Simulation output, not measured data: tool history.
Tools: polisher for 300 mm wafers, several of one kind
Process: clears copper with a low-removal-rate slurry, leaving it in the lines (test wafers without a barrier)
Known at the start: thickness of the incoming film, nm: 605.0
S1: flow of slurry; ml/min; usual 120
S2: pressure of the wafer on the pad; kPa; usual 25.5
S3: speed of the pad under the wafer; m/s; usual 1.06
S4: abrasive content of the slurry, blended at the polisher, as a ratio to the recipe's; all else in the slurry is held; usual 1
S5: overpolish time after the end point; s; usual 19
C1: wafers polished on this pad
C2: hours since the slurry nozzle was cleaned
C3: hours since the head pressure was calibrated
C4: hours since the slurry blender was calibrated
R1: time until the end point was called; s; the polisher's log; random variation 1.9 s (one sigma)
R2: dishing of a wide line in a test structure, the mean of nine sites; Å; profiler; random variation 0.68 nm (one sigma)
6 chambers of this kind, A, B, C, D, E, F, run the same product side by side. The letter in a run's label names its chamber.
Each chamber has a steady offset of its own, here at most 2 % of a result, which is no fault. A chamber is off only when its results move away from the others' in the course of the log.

run 1A hour=9.6 | S1=120 S2=25.5 S3=1.06 S4=1 S5=19 | C1=410 C2=46.5 C3=603.4 C4=273.7 | R1=173.36 R2=468.02
-- hour=10.7 chamber A: slurry blender recalibrated
run 2B hour=16.3 | S1=120 S2=25.5 S3=1.06 S4=1 S5=19 | C1=136 C2=501.3 C3=783.6 C4=35.1 | R1=173.52 R2=459.46
run 3E hour=26.4 | S1=120 S2=25.5 S3=1.06 S4=1 S5=19 | C1=328 C2=360.1 C3=187.1 C4=91.6 | R1=174.67 R2=470.63
-- hour=31.9 chamber E: slurry blender recalibrated
-- hour=33.8 chamber B: slurry nozzle cleaned
run 4D hour=40.3 | S1=120 S2=25.5 S3=1.06 S4=1 S5=19 | C1=827 C2=782.7 C3=816.5 C4=465.5 | R1=172.75 R2=471.33
run 5F hour=51.4 | S1=120 S2=25.5 S3=1.06 S4=1 S5=19 | C1=1168 C2=339.3 C3=227.9 C4=198.3 | R1=172.46 R2=477.97
-- hour=53.1 chamber D: slurry blender recalibrated
run 6C hour=61.7 | S1=120 S2=25.5 S3=1.06 S4=1 S5=19 | C1=1375 C2=87.1 C3=196.3 C4=297.5 | R1=169.87 R2=474.1
run 7E hour=69 | S1=120 S2=25.5 S3=1.06 S4=1 S5=19 | C1=527 C2=402.7 C3=229.7 C4=37.1 | R1=170.73 R2=462.09
-- hour=71 chamber C: slurry blender recalibrated
-- hour=81 chamber C: worn pad replaced by a new one
run 8F hour=83.3 | S1=120 S2=25.5 S3=1.06 S4=1 S5=19 | C1=1317 C2=371.2 C3=259.8 C4=230.2 | R1=174.97 R2=472.77
run 9A hour=96 | S1=120 S2=25.5 S3=1.06 S4=1 S5=19 | C1=814 C2=132.9 C3=689.8 C4=85.4 | R1=172.32 R2=478.49
-- hour=101.2 chamber D: worn pad replaced by a new one
run 10B hour=103.8 | S1=120 S2=25.5 S3=1.06 S4=1 S5=19 | C1=545 C2=70 C3=871.1 C4=122.6 | R1=175.04 R2=467.29
-- hour=110.2 chamber A: worn pad replaced by a new one
run 11C hour=111.2 | S1=120 S2=25.5 S3=1.06 S4=1 S5=19 | C1=141 C2=136.6 C3=245.8 C4=40.2 | R1=168.05 R2=478.33
-- hour=116.3 chamber F: slurry blender recalibrated
-- hour=121.2 chamber E: slurry blender recalibrated
run 12D hour=124.4 | S1=120 S2=25.5 S3=1.06 S4=1 S5=19 | C1=108 C2=866.8 C3=900.6 C4=71.4 | R1=169.98 R2=479.92
-- hour=126 chamber F: worn pad replaced by a new one
-- hour=133.1 chamber E: slurry nozzle cleaned
run 13C hour=135.8 | S1=120 S2=25.5 S3=1.06 S4=1 S5=19 | C1=256 C2=161.2 C3=270.4 C4=64.8 | R1=169.17 R2=481.63
run 14D hour=147.9 | S1=120 S2=25.5 S3=1.06 S4=1 S5=19 | C1=218 C2=890.3 C3=924.1 C4=94.9 | R1=171.75 R2=473.69
-- hour=149 chamber D: slurry nozzle cleaned
run 15F hour=161.4 | S1=120 S2=25.5 S3=1.06 S4=1 S5=19 | C1=165 C2=449.3 C3=337.9 C4=45.2 | R1=175.64 R2=455.57
run 16B hour=170.8 | S1=120 S2=25.5 S3=1.06 S4=1 S5=19 | C1=858 C2=137 C3=938.1 C4=189.6 | R1=168.12 R2=481.94
-- hour=172.9 chamber E: worn pad replaced by a new one
-- hour=178.1 chamber B: slurry blender recalibrated
run 17E hour=180.2 | S1=85 S2=25.5 S3=1.38 S4=1 S5=19 | C1=34 C2=47.2 C3=340.9 C4=59.1 | R1=144.4 R2=547.07
-- hour=185.2 chamber B: worn pad replaced by a new one
-- hour=188.6 chamber B: head pressure recalibrated
run 18A hour=190.1 | S1=85 S2=25.5 S3=1.38 S4=1 S5=19 | C1=373 C2=227 C3=783.9 C4=179.5 | R1=143.4 R2=548.91
-- hour=196 chamber E: head pressure recalibrated
run 19E hour=197.1 | S1=85 S2=25.5 S3=1.38 S4=1 S5=19 | C1=113 C2=64.1 C3=1.1 C4=76 | R1=146.43 R2=549.32
run 20C hour=204.2 | S1=85 S2=25.5 S3=1.38 S4=1 S5=19 | C1=575 C2=229.6 C3=338.8 C4=133.2 | R1=141.02 R2=538.97
run 21F hour=217.7 | S1=85 S2=25.5 S3=1.38 S4=1 S5=19 | C1=428 C2=505.6 C3=394.2 C4=101.5 | R1=152.85 R2=516.24
-- hour=224.6 chamber E: slurry blender recalibrated
run 22A hour=225.8 | S1=85 S2=25.5 S3=1.38 S4=1 S5=19 | C1=540 C2=262.7 C3=819.6 C4=215.2 | R1=146.6 R2=541.96
run 23B hour=240.2 | S1=120 S2=25.5 S3=1.06 S4=1 S5=19 | C1=257 C2=206.4 C3=51.7 C4=62.1 | R1=171.58 R2=474.89
-- hour=247.2 chamber D: head pressure recalibrated
run 24D hour=248.1 | S1=120 S2=25.5 S3=1.06 S4=1 S5=19 | C1=686 C2=99.2 C3=0.9 C4=195.1 | R1=172.52 R2=471.67
run 25D hour=256.7 | S1=120 S2=25.5 S3=1.06 S4=1 S5=19 | C1=726 C2=107.8 C3=9.5 C4=203.7 | R1=172.79 R2=478.97
-- hour=262.3 chamber A: slurry blender recalibrated
run 26F hour=270.2 | S1=120 S2=25.5 S3=1.06 S4=1 S5=19 | C1=674 C2=558.1 C3=446.7 C4=154 | R1=183.38 R2=444.66
run 27E hour=281.9 | S1=120 S2=31 S3=1.06 S4=1 S5=19 | C1=509 C2=148.9 C3=85.9 C4=57.4 | R1=140.43 R2=569.25
run 28C hour=288.7 | S1=120 S2=31 S3=1.06 S4=1 S5=19 | C1=970 C2=314.1 C3=423.3 C4=217.7 | R1=139.61 R2=560.9
-- hour=291.9 chamber C: slurry nozzle cleaned
run 29A hour=295.6 | S1=120 S2=31 S3=1.06 S4=1 S5=19 | C1=866 C2=332.5 C3=889.4 C4=33.3 | R1=141.29 R2=561.5
run 30B hour=308.1 | S1=120 S2=31 S3=1.06 S4=1 S5=19 | C1=574 C2=274.3 C3=119.6 C4=130 | R1=139.03 R2=563.79
-- hour=319.7 chamber A: worn pad replaced by a new one
run 31B hour=322.3 | S1=120 S2=31 S3=1.06 S4=1 S5=19 | C1=640 C2=288.5 C3=133.8 C4=144.2 | R1=139.89 R2=557.1
-- hour=323.1 chamber C: slurry blender recalibrated
-- hour=327.6 chamber E: slurry blender recalibrated
run 32C hour=333.4 | S1=120 S2=31 S3=1.06 S4=1 S5=19 | C1=1179 C2=41.5 C3=468 C4=10.3 | R1=138.17 R2=567.39
-- hour=339.9 chamber D: worn pad replaced by a new one
run 33E hour=347.5 | S1=120 S2=25.5 S3=1.06 S4=1 S5=19 | C1=816 C2=214.5 C3=151.5 C4=19.9 | R1=171.41 R2=468.47
run 34A hour=355.1 | S1=120 S2=25.5 S3=1.06 S4=1 S5=9 | C1=165 C2=392 C3=948.9 C4=92.8 | R1=169.77 R2=239.15
-- hour=358.4 chamber B: slurry blender recalibrated
-- hour=361 chamber A: head pressure recalibrated
-- hour=361.2 chamber C: worn pad replaced by a new one
-- hour=365.1 chamber E: worn pad replaced by a new one
run 35F hour=365.3 | S1=120 S2=25.5 S3=1.06 S4=1 S5=9 | C1=1118 C2=653.2 C3=541.8 C4=249.1 | R1=187.37 R2=222.33
run 36D hour=373.5 | S1=120 S2=25.5 S3=1.06 S4=1 S5=9 | C1=157 C2=224.6 C3=126.3 C4=320.5 | R1=168.06 R2=239.09
run 37C hour=385.4 | S1=120 S2=25.5 S3=1.06 S4=1 S5=9 | C1=113 C2=93.5 C3=520 C4=62.3 | R1=166.37 R2=246.31
run 38B hour=394.1 | S1=120 S2=25.5 S3=1.06 S4=1 S5=9 | C1=976 C2=360.3 C3=205.6 C4=35.8 | R1=170.24 R2=237.85
run 39A hour=403.5 | S1=120 S2=25.5 S3=1.06 S4=1 S5=9 | C1=391 C2=440.4 C3=42.5 C4=141.2 | R1=172 R2=231.98
-- hour=404.6 chamber F: worn pad replaced by a new one
run 40D hour=414.6 | S1=120 S2=25.5 S3=1.06 S4=1 S5=19 | C1=349 C2=265.7 C3=167.4 C4=361.6 | R1=172.15 R2=462.62
run 41F hour=422.9 | S1=120 S2=25.5 S3=1.06 S4=1 S5=19 | C1=85 C2=710.8 C3=599.4 C4=306.7 | R1=190.47 R2=415.51
run 42E hour=432.6 | S1=120 S2=25.5 S3=1.06 S4=1 S5=19 | C1=315 C2=299.6 C3=236.6 C4=105 | R1=176.04 R2=481.19
-- hour=434.3 chamber E: slurry blender recalibrated
run 43E hour=443.1 | S1=120 S2=25.5 S3=1.06 S4=1 S5=19 | C1=364 C2=310.1 C3=247.1 C4=8.9 | R1=173.13 R2=464.76
run 44C hour=451 | S1=120 S2=25.5 S3=1.06 S4=1 S5=19 | C1=419 C2=159.1 C3=585.6 C4=127.9 | R1=164.74 R2=475

Next, every chamber runs the same settings. What will each give?
run 45A hour=461.6 | S1=120 S2=25.5 S3=1.06 S4=0.8 S5=19 | R1=? R2=?
run 45B hour=461.6 | S1=120 S2=25.5 S3=1.06 S4=0.8 S5=19 | R1=? R2=?
run 45C hour=461.6 | S1=120 S2=25.5 S3=1.06 S4=0.8 S5=19 | R1=? R2=?
run 45D hour=461.6 | S1=120 S2=25.5 S3=1.06 S4=0.8 S5=19 | R1=? R2=?
run 45E hour=461.6 | S1=120 S2=25.5 S3=1.06 S4=0.8 S5=19 | R1=? R2=?
run 45F hour=461.6 | S1=120 S2=25.5 S3=1.06 S4=0.8 S5=19 | R1=? R2=?

run=45A R1=180.59 R2=451.5
run=45B R1=177.81 R2=461.31
run=45C R1=174.97 R2=450.3
run=45D R1=183.17 R2=456.39
run=45E R1=178.53 R2=460.16
run=45F R1=207.09 R2=398.19

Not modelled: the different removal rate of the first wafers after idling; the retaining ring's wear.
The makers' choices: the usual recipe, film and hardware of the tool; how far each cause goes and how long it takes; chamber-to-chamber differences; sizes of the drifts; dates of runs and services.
